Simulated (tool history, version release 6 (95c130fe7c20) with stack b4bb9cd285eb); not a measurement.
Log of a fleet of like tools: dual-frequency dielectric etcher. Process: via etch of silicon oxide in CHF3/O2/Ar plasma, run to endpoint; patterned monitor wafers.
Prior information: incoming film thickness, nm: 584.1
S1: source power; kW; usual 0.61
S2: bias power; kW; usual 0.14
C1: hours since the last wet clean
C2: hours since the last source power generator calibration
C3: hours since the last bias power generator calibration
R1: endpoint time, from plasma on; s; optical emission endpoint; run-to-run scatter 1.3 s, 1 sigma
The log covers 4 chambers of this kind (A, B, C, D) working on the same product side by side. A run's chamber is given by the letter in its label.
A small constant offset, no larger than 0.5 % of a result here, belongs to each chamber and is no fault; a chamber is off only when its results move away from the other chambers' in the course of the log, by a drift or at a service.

{"run": "1A", "hour": 4.3, "S1": 0.61, "S2": 0.14, "C1": 463.6, "C2": 1377.1, "C3": 2600.3, "R1": 319.82}
{"run": "2D", "hour": 10.0, "S1": 0.61, "S2": 0.14, "C1": 334.8, "C2": 2392.3, "C3": 1800.4, "R1": 320.5}
{"run": "3C", "hour": 13.7, "S1": 0.61, "S2": 0.14, "C1": 79.3, "C2": 1573, "C3": 194.4, "R1": 318.27}
{"run": "4B", "hour": 18.2, "S1": 0.61, "S2": 0.14, "C1": 129.4, "C2": 668.9, "C3": 1966.3, "R1": 319.91}
{"run": "5C", "hour": 22.7, "S1": 0.61, "S2": 0.14, "C1": 88.3, "C2": 1582, "C3": 203.4, "R1": 318.3}
{"run": "6D", "hour": 25.4, "S1": 0.61, "S2": 0.14, "C1": 350.2, "C2": 2407.7, "C3": 1815.8, "R1": 320.48}
{"run": "7B", "hour": 28.7, "S1": 0.61, "S2": 0.14, "C1": 139.9, "C2": 679.4, "C3": 1976.8, "R1": 318.03}
{"run": "8A", "hour": 32.7, "S1": 0.61, "S2": 0.14, "C1": 492, "C2": 1405.5, "C3": 2628.7, "R1": 316.14}
{"run": "9B", "hour": 35.8, "S1": 0.61, "S2": 0.14, "C1": 147, "C2": 686.5, "C3": 1983.9, "R1": 321.97}
{"run": "10D", "hour": 39.5, "S1": 0.61, "S2": 0.14, "C1": 364.3, "C2": 2421.8, "C3": 1829.9, "R1": 317.9}
{"run": "11C", "hour": 42.8, "S1": 0.61, "S2": 0.14, "C1": 108.4, "C2": 1602.1, "C3": 223.5, "R1": 318.04}
{"run": "12A", "hour": 45.9, "S1": 0.61, "S2": 0.14, "C1": 505.2, "C2": 1418.7, "C3": 2641.9, "R1": 319.54}
{"run": "13D", "hour": 48.8, "S1": 0.61, "S2": 0.14, "C1": 373.6, "C2": 2431.1, "C3": 1839.2, "R1": 320.05}
{"run": "14C", "hour": 54.1, "S1": 0.61, "S2": 0.14, "C1": 119.7, "C2": 1613.4, "C3": 234.8, "R1": 319.21}
{"run": "15A", "hour": 56.8, "S1": 0.61, "S2": 0.14, "C1": 516.1, "C2": 1429.6, "C3": 2652.8, "R1": 319.95}
{"run": "16B", "hour": 61.4, "S1": 0.61, "S2": 0.14, "C1": 172.6, "C2": 712.1, "C3": 2009.5, "R1": 317.14}
{"run": "17C", "hour": 65.2, "S1": 0.61, "S2": 0.14, "C1": 130.8, "C2": 1624.5, "C3": 245.9, "R1": 320.38}
{"hour": 67.3, "done": "chamber A: wet clean of the chamber"}
{"run": "18D", "hour": 70.8, "S1": 0.61, "S2": 0.14, "C1": 395.6, "C2": 2453.1, "C3": 1861.2, "R1": 318.3}
{"run": "19B", "hour": 73.9, "S1": 0.61, "S2": 0.14, "C1": 185.1, "C2": 724.6, "C3": 2022, "R1": 317.34}
{"run": "20A", "hour": 77.7, "S1": 0.61, "S2": 0.14, "C1": 10.4, "C2": 1450.5, "C3": 2673.7, "R1": 319.3}
{"run": "21D", "hour": 82.4, "S1": 0.61, "S2": 0.14, "C1": 407.2, "C2": 2464.7, "C3": 1872.8, "R1": 319.07}
{"run": "22A", "hour": 87.7, "S1": 0.76, "S2": 0.155, "C1": 20.4, "C2": 1460.5, "C3": 2683.7, "R1": 283.69}
{"run": "23B", "hour": 90.7, "S1": 0.76, "S2": 0.155, "C1": 201.9, "C2": 741.4, "C3": 2038.8, "R1": 279.98}
{"run": "24C", "hour": 95.4, "S1": 0.76, "S2": 0.155, "C1": 161, "C2": 1654.7, "C3": 276.1, "R1": 283.51}
{"run": "25C", "hour": 100.0, "S1": 0.76, "S2": 0.155, "C1": 165.6, "C2": 1659.3, "C3": 280.7, "R1": 282.21}
{"run": "26A", "hour": 105.4, "S1": 0.52, "S2": 0.161, "C1": 38.1, "C2": 1478.2, "C3": 2701.4, "R1": 325.1}
{"run": "27B", "hour": 108.5, "S1": 0.52, "S2": 0.161, "C1": 219.7, "C2": 759.2, "C3": 2056.6, "R1": 315.87}
{"run": "28D", "hour": 111.6, "S1": 0.52, "S2": 0.161, "C1": 436.4, "C2": 2493.9, "C3": 1902, "R1": 325.48}
{"run": "29B", "hour": 115.6, "S1": 0.52, "S2": 0.161, "C1": 226.8, "C2": 766.3, "C3": 2063.7, "R1": 317.95}
{"run": "30A", "hour": 118.5, "S1": 0.73, "S2": 0.163, "C1": 51.2, "C2": 1491.3, "C3": 2714.5, "R1": 283.9}
{"run": "31C", "hour": 123.8, "S1": 0.73, "S2": 0.163, "C1": 189.4, "C2": 1683.1, "C3": 304.5, "R1": 284.54}
{"run": "32D", "hour": 127.1, "S1": 0.73, "S2": 0.163, "C1": 451.9, "C2": 2509.4, "C3": 1917.5, "R1": 282.64}
{"run": "33D", "hour": 132.2, "S1": 0.73, "S2": 0.163, "C1": 457, "C2": 2514.5, "C3": 1922.6, "R1": 283.71}
{"run": "34B", "hour": 137.9, "S1": 0.61, "S2": 0.14, "C1": 249.1, "C2": 788.6, "C3": 2086, "R1": 310.91}
{"run": "35A", "hour": 141.0, "S1": 0.61, "S2": 0.14, "C1": 73.7, "C2": 1513.8, "C3": 2737, "R1": 318.8}
{"run": "36C", "hour": 144.7, "S1": 0.61, "S2": 0.14, "C1": 210.3, "C2": 1704, "C3": 325.4, "R1": 318.46}
{"run": "37A", "hour": 148.2, "S1": 0.61, "S2": 0.14, "C1": 80.9, "C2": 1521, "C3": 2744.2, "R1": 319.78}
{"run": "38B", "hour": 151.3, "S1": 0.61, "S2": 0.14, "C1": 262.5, "C2": 802, "C3": 2099.4, "R1": 307.57}
{"run": "39D", "hour": 155.1, "S1": 0.61, "S2": 0.14, "C1": 479.9, "C2": 2537.4, "C3": 1945.5, "R1": 320.67}
{"run": "40C", "hour": 160.8, "S1": 0.71, "S2": 0.14, "C1": 226.4, "C2": 1720.1, "C3": 341.5, "R1": 299.27}
{"run": "41B", "hour": 164.3, "S1": 0.71, "S2": 0.14, "C1": 275.5, "C2": 815, "C3": 2112.4, "R1": 288.31}
{"run": "42A", "hour": 167.9, "S1": 0.71, "S2": 0.14, "C1": 100.6, "C2": 1540.7, "C3": 2763.9, "R1": 301.25}
{"run": "43C", "hour": 171.6, "S1": 0.71, "S2": 0.14, "C1": 237.2, "C2": 1730.9, "C3": 352.3, "R1": 301.31}

Does one chamber stand apart from the rest, does the shared gauge drift, or is all well apart from small per-chamber offsets? Give the chamber and the most likely cause, where there is one.

It is chamber B that slowly wanders off from its peers.
What lies behind it: etch rate over this chamber's usual, % = 4.48.

Below are 4 candidate recipes for chamber B's next run, each the usual settings with a change, their results shown as question marks. Which of them brings B's results back in line with what the other chambers give on the usual settings?
A result is in line if it is within this distance of the other chambers' mean on the usual settings: R1 4.5 s
{"run": "44B-1", "hour": 175.9, "S1": 0.55, "S2": 0.14, "R1": "?"}
{"run": "44B-2", "hour": 175.9, "S1": 0.62, "S2": 0.143, "R1": "?"}
{"run": "44B-3", "hour": 175.9, "S1": 0.61, "S2": 0.133, "R1": "?"}
{"run": "44B-4", "hour": 175.9, "S1": 0.61, "S2": 0.158, "R1": "?"}

The other chambers' mean on the usual settings: R1 319.11 s
run=44B-1 R1=318.75
run=44B-2 R1=302.32
run=44B-3 R1=311.33
run=44B-4 R1=294.53
The answer is 44B-1, which returns the chamber to within the allowed miss of the others.
